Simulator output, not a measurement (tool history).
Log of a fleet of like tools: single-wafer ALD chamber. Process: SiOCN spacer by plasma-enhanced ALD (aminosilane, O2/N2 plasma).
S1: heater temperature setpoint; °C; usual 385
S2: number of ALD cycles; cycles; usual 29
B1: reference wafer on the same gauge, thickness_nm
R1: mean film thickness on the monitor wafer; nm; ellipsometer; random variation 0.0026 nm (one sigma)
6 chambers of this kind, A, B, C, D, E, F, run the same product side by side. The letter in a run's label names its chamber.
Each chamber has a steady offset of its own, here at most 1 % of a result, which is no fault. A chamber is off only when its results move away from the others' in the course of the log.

run	hour	S1	S2	B1	R1
1E	3.2	385	29	1.7401	1.7458
2F	9.1	385	29	1.7393	1.7377
3A	14.8	385	29	1.7396	1.7511
4D	18.3	385	29	1.7395	1.7456
5C	21.6	385	29	1.7383	1.7516
6B	26.1	385	29	1.7386	1.7319
7D	29.7	385	29	1.7386	1.7421
8B	33.9	385	29	1.7387	1.7360
9C	37.8	385	29	1.7378	1.7497
10E	43.8	385	29	1.7366	1.7470
11A	47.7	385	29	1.7371	1.7484
12F	50.8	385	29	1.7376	1.7379
13C	54.1	385	29	1.7377	1.7507
14B	57.9	385	29	1.7368	1.7341
15A	62.2	372	32	1.7357	1.9262
16F	67.5	372	32	1.7360	1.9142
17D	71.5	372	32	1.7364	1.9256
18E	76.5	372	32	1.7360	1.9250
19C	79.1	372	32	1.7359	1.9255
20B	84.2	372	32	1.7353	1.9092
21E	89.2	385	29	1.7348	1.7443
22D	93.3	385	29	1.7345	1.7407
23A	98.0	385	29	1.7345	1.7457
24F	101.4	385	29	1.7339	1.7355
25F	104.9	385	29	1.7337	1.7343
26C	109.5	385	29	1.7338	1.7469
27D	115.0	385	29	1.7333	1.7398
28E	120.3	385	29	1.7333	1.7417
29A	126.0	385	29	1.7329	1.7449
30B	129.6	385	25	1.7326	1.4895
31F	135.0	385	25	1.7319	1.4950
32A	138.5	385	25	1.7318	1.5054
33C	142.8	385	25	1.7317	1.5027
34E	146.2	385	25	1.7316	1.4977
35B	151.7	385	25	1.7321	1.4821
36D	156.0	375	29	1.7308	1.7443
37D	158.7	375	29	1.7309	1.7382
38E	164.0	375	29	1.7309	1.7404
39F	168.3	375	29	1.7299	1.7249
40C	171.3	375	29	1.7300	1.7411
41A	175.4	375	29	1.7297	1.7399
42B	179.7	385	29	1.7296	1.7218

All 6 chambers run these settings next. Forecast each chamber's results:
43A	184.0	392	29		?
43B	184.0	392	29		?
43C	184.0	392	29		?
43D	184.0	392	29		?
43E	184.0	392	29		?
43F	184.0	392	29		?

run	R1
43A	1.7385
43B	1.7201
43C	1.7405
43D	1.7404
43E	1.7425
43F	1.7319

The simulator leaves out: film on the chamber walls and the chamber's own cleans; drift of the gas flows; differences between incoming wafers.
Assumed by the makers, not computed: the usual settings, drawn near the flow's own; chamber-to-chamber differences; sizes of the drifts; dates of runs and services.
